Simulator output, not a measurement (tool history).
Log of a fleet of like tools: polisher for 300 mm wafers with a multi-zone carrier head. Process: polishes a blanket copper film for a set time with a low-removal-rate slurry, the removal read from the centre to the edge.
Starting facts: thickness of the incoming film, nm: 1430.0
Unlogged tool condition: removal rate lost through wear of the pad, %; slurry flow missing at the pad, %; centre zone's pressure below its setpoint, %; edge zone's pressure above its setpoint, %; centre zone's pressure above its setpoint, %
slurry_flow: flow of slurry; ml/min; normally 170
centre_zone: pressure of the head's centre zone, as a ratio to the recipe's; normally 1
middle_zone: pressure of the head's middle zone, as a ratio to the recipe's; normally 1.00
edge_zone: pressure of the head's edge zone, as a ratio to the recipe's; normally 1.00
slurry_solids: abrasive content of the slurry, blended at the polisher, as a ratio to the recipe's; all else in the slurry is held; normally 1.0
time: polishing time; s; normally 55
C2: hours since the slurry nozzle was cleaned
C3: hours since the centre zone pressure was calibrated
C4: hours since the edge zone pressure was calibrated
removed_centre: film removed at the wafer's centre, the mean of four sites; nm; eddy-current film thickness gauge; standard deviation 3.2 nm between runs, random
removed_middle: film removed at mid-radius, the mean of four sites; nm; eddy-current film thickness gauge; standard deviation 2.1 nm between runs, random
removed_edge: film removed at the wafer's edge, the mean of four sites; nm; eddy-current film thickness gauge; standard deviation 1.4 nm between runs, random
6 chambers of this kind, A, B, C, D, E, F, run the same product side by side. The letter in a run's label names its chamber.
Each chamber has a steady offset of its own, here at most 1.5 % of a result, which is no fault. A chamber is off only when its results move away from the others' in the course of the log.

Run 1A, hour 5.2: usual settings; wafers polished on this pad 941; C2 519.9; C3 217.3; C4 1167.5. Result: removed_centre 213.23 nm, removed_middle 215.46 nm, removed_edge 214.08 nm.
Run 2C, hour 10.2: usual settings; wafers polished on this pad 741; C2 405.6; C3 324.9; C4 51.9. Result: removed_centre 213.15 nm, removed_middle 213.55 nm, removed_edge 216.12 nm.
At hour 10.8: chamber B: worn pad replaced by a new one.
Run 3E, hour 17.3: usual settings; wafers polished on this pad 284; C2 555.0; C3 1336.8; C4 195.5. Result: removed_centre 215.19 nm, removed_middle 211.78 nm, removed_edge 213.85 nm.
At hour 18.3: chamber E: slurry nozzle cleaned.
Run 4B, hour 24.1: usual settings; wafers polished on this pad 88; C2 191.8; C3 353.6; C4 423.4. Result: removed_centre 213.65 nm, removed_middle 213.90 nm, removed_edge 214.33 nm.
At hour 26.7: chamber F: edge zone pressure recalibrated.
Run 5F, hour 32.7: usual settings but edge_zone 0.95, time 37 s; wafers polished on this pad 1029; C2 339.0; C3 387.3; C4 6.0. Result: removed_centre 143.81 nm, removed_middle 142.61 nm, removed_edge 139.44 nm.
At hour 36.8: chamber A: worn pad replaced by a new one.
Run 6D, hour 42.7: usual settings but edge_zone 0.95, time 37 s; wafers polished on this pad 1330; C2 526.1; C3 427.4; C4 744.1. Result: removed_centre 141.27 nm, removed_middle 143.65 nm, removed_edge 139.85 nm.
Run 7D, hour 50.2: usual settings but edge_zone 0.95, time 37 s; wafers polished on this pad 1379; C2 533.6; C3 434.9; C4 751.6. Result: removed_centre 146.29 nm, removed_middle 143.99 nm, removed_edge 141.14 nm.
At hour 52.1: chamber E: centre zone pressure recalibrated.
At hour 52.5: chamber F: worn pad replaced by a new one.
At hour 52.7: chamber C: centre zone pressure recalibrated.
At hour 53.1: chamber D: worn pad replaced by a new one.
Run 8B, hour 55.2: usual settings but edge_zone 0.95, time 37 s; wafers polished on this pad 295; C2 222.9; C3 384.7; C4 454.5. Result: removed_centre 146.51 nm, removed_middle 143.43 nm, removed_edge 139.87 nm.
Run 9A, hour 60.2: usual settings but edge_zone 0.95, time 37 s; wafers polished on this pad 155; C2 574.9; C3 272.3; C4 1222.5. Result: removed_centre 144.43 nm, removed_middle 144.52 nm, removed_edge 141.20 nm.
At hour 61.1: chamber E: worn pad replaced by a new one.
Run 10E, hour 69.7: usual settings but edge_zone 0.95, time 37 s; wafers polished on this pad 57; C2 51.5; C3 17.7; C4 247.9. Result: removed_centre 146.73 nm, removed_middle 147.18 nm, removed_edge 139.66 nm.
Run 11C, hour 74.7: usual settings; wafers polished on this pad 1170; C2 470.1; C3 22.0; C4 116.4. Result: removed_centre 215.27 nm, removed_middle 215.83 nm, removed_edge 211.62 nm.
At hour 79.9: chamber D: slurry nozzle cleaned.
Run 12F, hour 81.0: usual settings; wafers polished on this pad 189; C2 387.3; C3 435.6; C4 54.3. Result: removed_centre 211.20 nm, removed_middle 214.77 nm, removed_edge 215.72 nm.
At hour 87.0: chamber C: worn pad replaced by a new one.
At hour 89.8: chamber B: slurry nozzle cleaned.
Run 13E, hour 90.7: usual settings; wafers polished on this pad 197; C2 72.5; C3 38.7; C4 268.9. Result: removed_centre 214.49 nm, removed_middle 213.14 nm, removed_edge 216.10 nm.
At hour 90.8: chamber F: centre zone pressure recalibrated.
Run 14A, hour 95.7: usual settings; wafers polished on this pad 392; C2 610.4; C3 307.8; C4 1258.0. Result: removed_centre 216.87 nm, removed_middle 217.40 nm, removed_edge 216.45 nm.
At hour 102.1: chamber C: slurry nozzle cleaned.
Run 15C, hour 105.6: usual settings but middle_zone 0.92, time 41 s; wafers polished on this pad 124; C2 3.5; C3 52.9; C4 147.3. Result: removed_centre 161.99 nm, removed_middle 147.37 nm, removed_edge 162.14 nm.
Run 16B, hour 114.7: usual settings but middle_zone 0.92, time 41 s; wafers polished on this pad 691; C2 25.0; C3 444.2; C4 514.0. Result: removed_centre 163.36 nm, removed_middle 145.19 nm, removed_edge 159.35 nm.
Run 17D, hour 121.9: usual settings but middle_zone 0.92, time 41 s; wafers polished on this pad 457; C2 42.1; C3 506.6; C4 823.3. Result: removed_centre 159.11 nm, removed_middle 146.48 nm, removed_edge 161.75 nm.
Run 18F, hour 130.1: usual settings but middle_zone 0.92, time 41 s; wafers polished on this pad 516; C2 436.4; C3 39.4; C4 103.4. Result: removed_centre 156.80 nm, removed_middle 145.56 nm, removed_edge 160.98 nm.
Run 19F, hour 135.4: usual settings but middle_zone 0.92, time 41 s; wafers polished on this pad 551; C2 441.7; C3 44.7; C4 108.7. Result: removed_centre 159.70 nm, removed_middle 147.66 nm, removed_edge 163.30 nm.
At hour 139.1: chamber E: worn pad replaced by a new one.
Run 20B, hour 142.2: usual settings but middle_zone 0.92, time 41 s; wafers polished on this pad 874; C2 52.5; C3 471.7; C4 541.5. Result: removed_centre 162.22 nm, removed_middle 149.59 nm, removed_edge 160.47 nm.
Run 21A, hour 147.8: usual settings; wafers polished on this pad 738; C2 662.5; C3 359.9; C4 1310.1. Result: removed_centre 205.05 nm, removed_middle 216.87 nm, removed_edge 215.18 nm.
Run 22E, hour 153.9: usual settings; wafers polished on this pad 98; C2 135.7; C3 101.9; C4 332.1. Result: removed_centre 213.77 nm, removed_middle 210.56 nm, removed_edge 212.40 nm.
Run 23C, hour 164.0: usual settings; wafers polished on this pad 512; C2 61.9; C3 111.3; C4 205.7. Result: removed_centre 215.43 nm, removed_middle 212.97 nm, removed_edge 214.13 nm.
At hour 164.9: chamber B: worn pad replaced by a new one.
Run 24D, hour 169.3: usual settings but slurry_flow 120 ml/min, slurry_solids 0.8; wafers polished on this pad 773; C2 89.5; C3 554.0; C4 870.7. Result: removed_centre 190.60 nm, removed_middle 190.31 nm, removed_edge 196.75 nm.
Run 25C, hour 173.9: usual settings but slurry_flow 120 ml/min, slurry_solids 0.8; wafers polished on this pad 578; C2 71.8; C3 121.2; C4 215.6. Result: removed_centre 191.60 nm, removed_middle 191.02 nm, removed_edge 193.73 nm.
Run 26F, hour 181.5: usual settings but slurry_flow 120 ml/min, slurry_solids 0.8; wafers polished on this pad 858; C2 487.8; C3 90.8; C4 154.8. Result: removed_centre 185.51 nm, removed_middle 192.61 nm, removed_edge 195.19 nm.
Run 27A, hour 190.0: usual settings but slurry_flow 120 ml/min, slurry_solids 0.8; wafers polished on this pad 1019; C2 704.7; C3 402.1; C4 1352.3. Result: removed_centre 176.97 nm, removed_middle 192.15 nm, removed_edge 195.09 nm.
Run 28B, hour 195.4: usual settings but slurry_flow 120 ml/min, slurry_solids 0.8; wafers polished on this pad 203; C2 105.7; C3 524.9; C4 594.7. Result: removed_centre 193.04 nm, removed_middle 191.64 nm, removed_edge 195.52 nm.
Run 29D, hour 201.6: usual settings but slurry_flow 120 ml/min, slurry_solids 0.8; wafers polished on this pad 988; C2 121.8; C3 586.3; C4 903.0. Result: removed_centre 187.03 nm, removed_middle 189.13 nm, removed_edge 195.79 nm.
At hour 201.7: chamber A: edge zone pressure recalibrated.
Run 30E, hour 209.0: usual settings but edge_zone 1.04, time 44 s; wafers polished on this pad 465; C2 190.8; C3 157.0; C4 387.2. Result: removed_centre 170.10 nm, removed_middle 171.69 nm, removed_edge 174.67 nm.
At hour 209.6: chamber A: worn pad replaced by a new one.
At hour 212.0: chamber E: worn pad replaced by a new one.
Run 31F, hour 217.6: usual settings but edge_zone 1.04, time 44 s; wafers polished on this pad 1099; C2 523.9; C3 126.9; C4 190.9. Result: removed_centre 169.77 nm, removed_middle 170.19 nm, removed_edge 177.70 nm.
At hour 220.8: chamber A: slurry nozzle cleaned.
At hour 224.4: chamber B: edge zone pressure recalibrated.
Run 32D, hour 225.2: usual settings but edge_zone 1.04, time 44 s; wafers polished on this pad 1145; C2 145.4; C3 609.9; C4 926.6. Result: removed_centre 170.86 nm, removed_middle 174.04 nm, removed_edge 176.61 nm.
Run 33A, hour 233.3: usual settings but edge_zone 1.04, time 44 s; wafers polished on this pad 157; C2 12.5; C3 445.4; C4 31.6. Result: removed_centre 153.16 nm, removed_middle 171.23 nm, removed_edge 174.80 nm.
Run 34C, hour 243.3: usual settings but edge_zone 1.04, time 44 s; wafers polished on this pad 1040; C2 141.2; C3 190.6; C4 285.0. Result: removed_centre 169.31 nm, removed_middle 169.53 nm, removed_edge 174.93 nm.
Run 35B, hour 250.4: usual settings but edge_zone 1.04, time 44 s; wafers polished on this pad 569; C2 160.7; C3 579.9; C4 26.0. Result: removed_centre 172.31 nm, removed_middle 170.15 nm, removed_edge 175.07 nm.
Run 36E, hour 257.2: usual settings; wafers polished on this pad 301; C2 239.0; C3 205.2; C4 435.4. Result: removed_centre 212.00 nm, removed_middle 212.80 nm, removed_edge 211.75 nm.

Has any chamber moved away from the others, gradually or after a service, or does the common gauge drift, or do the chambers differ only by their own small steady offsets? State the chamber and the most likely cause if one applies.

Little by little, chamber A moves away from the other chambers.
Cause: centre zone's pressure below its setpoint, % = 12.1.

Here are 4 candidates for chamber A's next run, each the usual settings with a change, their results left as question marks. Which one brings its results back in line with what the others give on the usual settings?
In line here means within this much of the mean the other chambers give on the usual settings: removed_centre 11.00 nm; removed_middle 7.30 nm; removed_edge 4.80 nm
Run 37A-1, hour 264.8: usual settings but slurry_flow 175 ml/min, centre_zone 1.04, middle_zone 0.99, edge_zone 0.99. Result: removed_centre ?, removed_middle ?, removed_edge ?.
Run 37A-2, hour 264.8: usual settings but slurry_flow 180 ml/min, centre_zone 1.11, middle_zone 0.98, edge_zone 0.96. Result: removed_centre ?, removed_middle ?, removed_edge ?.
Run 37A-3, hour 264.8: usual settings but slurry_flow 165 ml/min, centre_zone 0.96, middle_zone 1.01, edge_zone 1.01. Result: removed_centre ?, removed_middle ?, removed_edge ?.
Run 37A-4, hour 264.8: usual settings but slurry_flow 160 ml/min, centre_zone 0.89, middle_zone 1.02, edge_zone 1.04. Result: removed_centre ?, removed_middle ?, removed_edge ?.

On the usual settings, the other chambers give on average: removed_centre 214.86 nm; removed_middle 213.81 nm; removed_edge 214.50 nm
  run  removed_centre  removed_middle  removed_edge
37A-1          195.05          213.61        216.01
37A-2          210.84          212.52        213.30
37A-3          176.27          215.51        216.66
37A-4          160.73          216.36        219.17
It is 37A-2 that realigns the chamber with its peers.

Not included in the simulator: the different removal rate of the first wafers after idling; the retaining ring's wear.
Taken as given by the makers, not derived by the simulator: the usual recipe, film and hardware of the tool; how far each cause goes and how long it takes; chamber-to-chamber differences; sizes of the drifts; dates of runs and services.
